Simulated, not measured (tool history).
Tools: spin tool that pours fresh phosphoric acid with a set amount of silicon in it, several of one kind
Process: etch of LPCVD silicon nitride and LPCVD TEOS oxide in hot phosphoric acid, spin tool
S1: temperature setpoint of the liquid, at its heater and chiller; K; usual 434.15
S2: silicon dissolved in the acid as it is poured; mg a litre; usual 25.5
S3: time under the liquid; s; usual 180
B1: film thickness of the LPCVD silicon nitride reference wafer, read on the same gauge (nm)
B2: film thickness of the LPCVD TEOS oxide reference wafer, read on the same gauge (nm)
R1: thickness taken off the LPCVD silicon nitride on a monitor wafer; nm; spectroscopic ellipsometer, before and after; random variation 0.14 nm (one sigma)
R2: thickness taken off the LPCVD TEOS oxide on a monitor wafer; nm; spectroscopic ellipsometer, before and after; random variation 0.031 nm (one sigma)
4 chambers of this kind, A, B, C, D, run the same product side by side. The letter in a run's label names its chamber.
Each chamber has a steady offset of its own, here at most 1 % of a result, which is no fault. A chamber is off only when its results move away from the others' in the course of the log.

run 1C hour=12.8 | S1=434.15 S2=25.5 S3=180 | B1=60.015 B2=120.02 | R1=18.668 R2=0.39660
run 2B hour=26.8 | S1=434.15 S2=25.5 S3=180 | B1=59.941 B2=120.00 | R1=18.461 R2=0.43002
-- hour=34.2 chamber B: thermometer replaced
run 3D hour=36.3 | S1=434.15 S2=25.5 S3=180 | B1=60.011 B2=120.01 | R1=18.808 R2=0.42291
run 4A hour=42.7 | S1=434.15 S2=25.5 S3=180 | B1=60.006 B2=120.02 | R1=18.703 R2=0.40811
run 5D hour=49.0 | S1=434.15 S2=25.5 S3=180 | B1=59.982 B2=120.02 | R1=18.640 R2=0.46831
run 6A hour=62.2 | S1=434.15 S2=25.5 S3=180 | B1=60.001 B2=119.99 | R1=18.735 R2=0.49944
run 7C hour=72.5 | S1=434.15 S2=43.0 S3=180 | B1=59.980 B2=120.02 | R1=18.891 R2=0.17107
run 8B hour=83.7 | S1=434.15 S2=43.0 S3=180 | B1=59.988 B2=120.01 | R1=18.399 R2=0.19663
run 9A hour=96.1 | S1=434.15 S2=43.0 S3=180 | B1=60.026 B2=120.00 | R1=18.598 R2=0.18557
run 10B hour=103.5 | S1=434.15 S2=43.0 S3=180 | B1=59.954 B2=120.01 | R1=18.444 R2=0.20776
run 11D hour=115.2 | S1=434.15 S2=25.5 S3=180 | B1=59.999 B2=120.01 | R1=18.623 R2=0.43117
run 12C hour=122.3 | S1=434.15 S2=25.5 S3=180 | B1=60.046 B2=120.00 | R1=18.560 R2=0.45459
run 13A hour=130.6 | S1=434.15 S2=25.5 S3=180 | B1=60.029 B2=120.02 | R1=18.767 R2=0.46353
run 14B hour=145.2 | S1=432.65 S2=25.5 S3=180 | B1=59.967 B2=119.97 | R1=17.439 R2=0.43561
run 15C hour=157.6 | S1=432.65 S2=25.5 S3=180 | B1=60.004 B2=120.01 | R1=17.750 R2=0.41639
run 16D hour=166.0 | S1=432.65 S2=25.5 S3=180 | B1=60.006 B2=120.01 | R1=17.595 R2=0.37084
run 17C hour=173.0 | S1=432.65 S2=25.5 S3=180 | B1=59.979 B2=120.00 | R1=17.778 R2=0.40975
run 18D hour=185.9 | S1=434.15 S2=25.5 S3=180 | B1=59.997 B2=120.01 | R1=18.516 R2=0.43375
run 19A hour=193.6 | S1=434.15 S2=25.5 S3=180 | B1=59.993 B2=119.99 | R1=18.809 R2=0.45079
run 20B hour=203.1 | S1=434.15 S2=25.5 S3=180 | B1=60.011 B2=120.00 | R1=18.338 R2=0.51719
run 21A hour=212.5 | S1=434.15 S2=25.5 S3=180 | B1=59.966 B2=119.99 | R1=18.976 R2=0.40410
run 22C hour=220.9 | S1=434.15 S2=25.5 S3=180 | B1=60.000 B2=120.03 | R1=18.715 R2=0.47922
run 23B hour=233.0 | S1=434.15 S2=25.5 S3=180 | B1=60.022 B2=119.98 | R1=18.468 R2=0.43149
run 24D hour=245.0 | S1=434.15 S2=25.5 S3=180 | B1=60.004 B2=120.01 | R1=18.322 R2=0.45829
run 25D hour=251.4 | S1=434.15 S2=25.5 S3=180 | B1=60.027 B2=120.02 | R1=18.572 R2=0.51835
run 26B hour=265.6 | S1=434.15 S2=25.5 S3=180 | B1=60.028 B2=120.00 | R1=18.503 R2=0.49467
run 27C hour=274.2 | S1=434.15 S2=25.5 S3=180 | B1=60.030 B2=120.03 | R1=18.764 R2=0.45329
run 28A hour=282.8 | S1=434.15 S2=25.5 S3=180 | B1=60.003 B2=119.98 | R1=18.500 R2=0.48107
run 29B hour=292.2 | S1=434.15 S2=25.5 S3=180 | B1=59.981 B2=120.02 | R1=18.496 R2=0.44056
run 30D hour=303.0 | S1=434.15 S2=25.5 S3=180 | B1=59.986 B2=120.00 | R1=18.386 R2=0.46071
run 31A hour=311.2 | S1=434.15 S2=25.5 S3=180 | B1=59.999 B2=120.03 | R1=18.614 R2=0.48118
run 32C hour=319.7 | S1=434.15 S2=25.5 S3=180 | B1=59.996 B2=120.02 | R1=18.558 R2=0.44210
run 33C hour=330.7 | S1=434.15 S2=25.5 S3=180 | B1=60.054 B2=119.98 | R1=18.840 R2=0.41054
run 34A hour=337.8 | S1=431.65 S2=35.5 S3=180 | B1=60.041 B2=120.01 | R1=17.143 R2=0.26957
run 35B hour=351.7 | S1=431.65 S2=35.5 S3=180 | B1=60.023 B2=120.00 | R1=17.193 R2=0.29095
run 36D hour=358.4 | S1=431.65 S2=35.5 S3=180 | B1=59.999 B2=120.03 | R1=16.839 R2=0.28659

All 4 chambers run these settings next. Forecast each chamber's results:
run 37A hour=368.9 | S1=435.15 S2=25.5 S3=180 | R1=? R2=?
run 37B hour=368.9 | S1=435.15 S2=25.5 S3=180 | R1=? R2=?
run 37C hour=368.9 | S1=435.15 S2=25.5 S3=180 | R1=? R2=?
run 37D hour=368.9 | S1=435.15 S2=25.5 S3=180 | R1=? R2=?

run=37A R1=19.406 R2=0.47709
run=37B R1=19.209 R2=0.56430
run=37C R1=19.274 R2=0.41158
run=37D R1=18.924 R2=0.53941

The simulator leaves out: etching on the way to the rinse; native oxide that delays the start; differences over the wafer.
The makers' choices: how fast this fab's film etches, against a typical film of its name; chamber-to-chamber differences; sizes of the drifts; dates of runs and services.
